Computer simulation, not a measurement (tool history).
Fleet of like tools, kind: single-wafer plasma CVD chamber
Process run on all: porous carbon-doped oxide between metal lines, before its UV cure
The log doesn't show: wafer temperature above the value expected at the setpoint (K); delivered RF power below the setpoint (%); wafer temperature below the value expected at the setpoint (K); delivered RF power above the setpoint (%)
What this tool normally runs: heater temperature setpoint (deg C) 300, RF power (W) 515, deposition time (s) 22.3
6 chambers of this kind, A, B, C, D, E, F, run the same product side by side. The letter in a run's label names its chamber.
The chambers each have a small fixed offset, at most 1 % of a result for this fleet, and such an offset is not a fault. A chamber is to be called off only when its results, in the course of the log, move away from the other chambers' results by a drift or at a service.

run   hour  heater temperature setpoint (deg C)  RF power (W)  deposition time (s)  hours since the last thermocouple change  hours since the last RF generator calibration  read-back reference wafer on the same gauge, thickness_nm  mean film thickness on the monitor wafer (angstrom)
       0.5  -- chamber A: thermocouple changed; heater temperature recalibrated
 1D    9.7                                  300           515                 22.3                                      74.7                                          318.5                                                     128.91                                               1245.2
 2A   17.0                                  300           515                 22.3                                      16.5                                          467.8                                                     129.00                                               1244.6
 3C   27.6                                  300           515                 22.3                                     648.6                                          347.2                                                     129.01                                               1250.3
 4E   36.8                                  300           515                 22.3                                    1189.5                                         1642.4                                                     128.98                                               1237.8
 5B   47.0                                  300           515                 22.3                                    2278.9                                          581.5                                                     128.98                                               1229.5
 6F   52.5                                  300           515                 20.5                                     260.6                                          887.9                                                     128.99                                               1145.6
 7B   58.3                                  300           515                 20.5                                    2290.2                                          592.8                                                     128.96                                               1130.8
 8D   70.0                                  300           515                 20.5                                     135.0                                          378.8                                                     128.96                                               1147.5
 9E   75.4                                  300           515                 20.5                                    1228.1                                         1681.0                                                     128.95                                               1142.1
10A   85.7                                  300           515                 20.5                                      85.2                                          536.5                                                     129.00                                               1149.1
11C   97.6                                  300           515                 20.5                                     718.6                                          417.2                                                     129.00                                               1155.4
12F  107.5                                  300           515                 22.3                                     315.6                                          942.9                                                     129.05                                               1240.4
13E  114.5                                  300           515                 22.3                                    1267.2                                         1720.1                                                     129.08                                               1237.8
14F  120.6                                  300           515                 22.3                                     328.7                                          956.0                                                     129.02                                               1241.6
15B  128.4                                  300           515                 22.3                                    2360.3                                          662.9                                                     128.99                                               1226.6
16A  140.8                                  300           515                 22.3                                     140.3                                          591.6                                                     129.02                                               1246.4
17D  147.0                                  300           515                 22.3                                     212.0                                          455.8                                                     129.03                                               1238.8
     153.3  -- chamber E: thermocouple changed; heater temperature recalibrated
18C  155.9                                  300           515                 22.3                                     776.9                                          475.5                                                     129.00                                               1249.9
19E  167.2                                  300           515                 22.3                                      14.0                                         1772.8                                                     128.97                                               1265.4
20A  178.1                                  300           515                 22.3                                     177.6                                          628.9                                                     128.94                                               1243.6
21C  190.3                                  300           515                 22.3                                     811.3                                          509.9                                                     129.01                                               1256.3
22D  200.0                                  300           515                 22.3                                     265.0                                          508.8                                                     129.03                                               1243.0
23B  206.8                                  300           515                 22.3                                    2438.7                                          741.3                                                     129.02                                               1232.1
24F  216.7                                  300           560                 23.7                                     424.8                                         1052.1                                                     128.99                                               1393.1
25F  229.1                                  300           560                 23.7                                     437.2                                         1064.5                                                     128.98                                               1393.3
26E  239.6                                  300           560                 23.7                                      86.4                                         1845.2                                                     128.90                                               1413.6
27B  250.7                                  300           560                 23.7                                    2482.6                                          785.2                                                     129.06                                               1380.2
28C  258.4                                  300           560                 23.7                                     879.4                                          578.0                                                     129.03                                               1402.3
     265.8  -- chamber B: thermocouple changed; heater temperature recalibrated
29D  266.0                                  300           560                 23.7                                     331.0                                          574.8                                                     128.97                                               1385.2
30A  273.1                                  300           515                 22.3                                     272.6                                          723.9                                                     129.03                                               1242.3
31B  285.2                                  300           515                 22.3                                      19.5                                          819.7                                                     128.96                                               1228.2
32F  292.7                                  300           515                 22.3                                     500.8                                         1128.1                                                     129.03                                               1241.9
33A  302.9                                  300           515                 22.3                                     302.4                                          753.7                                                     128.92                                               1240.9
34E  314.6                                  300           515                 22.3                                     161.4                                         1920.2                                                     129.03                                               1269.0
35D  321.9                                  300           515                 22.3                                     386.9                                          630.7                                                     128.96                                               1241.8
36C  332.3                                  300           515                 22.3                                     953.3                                          651.9                                                     129.01                                               1251.1
37A  343.8                                  300           515                 22.3                                     343.3                                          794.6                                                     129.00                                               1238.8
38B  353.1                                  300           515                 22.3                                      87.4                                          887.6                                                     129.00                                               1226.5
39E  360.8                                  300           515                 22.3                                     207.6                                         1966.4                                                     129.01                                               1262.6
40D  370.7                                  300           515                 22.3                                     435.7                                          679.5                                                     129.00                                               1240.2
41C  377.1                                  300           515                 22.3                                     998.1                                          696.7                                                     128.98                                               1250.4
42F  383.4                                  300           515                 22.3                                     591.5                                         1218.8                                                     129.05                                               1240.0

Does one chamber stand apart from the rest, does the shared gauge drift, or is all well apart from small per-chamber offsets? Give the chamber and the most likely cause, where there is one.

A service left chamber E off against the others.
Likeliest cause: wafer temperature below the value expected at the setpoint (K) = 3.94.

Below are 4 candidate recipes for chamber E's next run, each the usual settings with a change, their results shown as question marks. Which of them brings E's results back in line with what the other chambers give on the usual settings?
In-line tolerance around the mean of the other chambers on the usual settings: mean film thickness on the monitor wafer (angstrom) 9.9
43E-1  392.4                                  297           515                 22.3                                                                                                                                                                                                        ?
43E-2  392.4                                  302           495                 22.3                                                                                                                                                                                                        ?
43E-3  392.4                                  300           515                 23.2                                                                                                                                                                                                        ?
43E-4  392.4                                  303           515                 22.3                                                                                                                                                                                                        ?

On the usual settings, the other chambers give on average: mean film thickness on the monitor wafer (angstrom) 1240.9
  run  mean film thickness on the monitor wafer (angstrom)
43E-1                                               1287.4
43E-2                                               1218.3
43E-3                                               1314.5
43E-4                                               1243.5
The answer is 43E-4, which returns the chamber to within the allowed miss of the others.
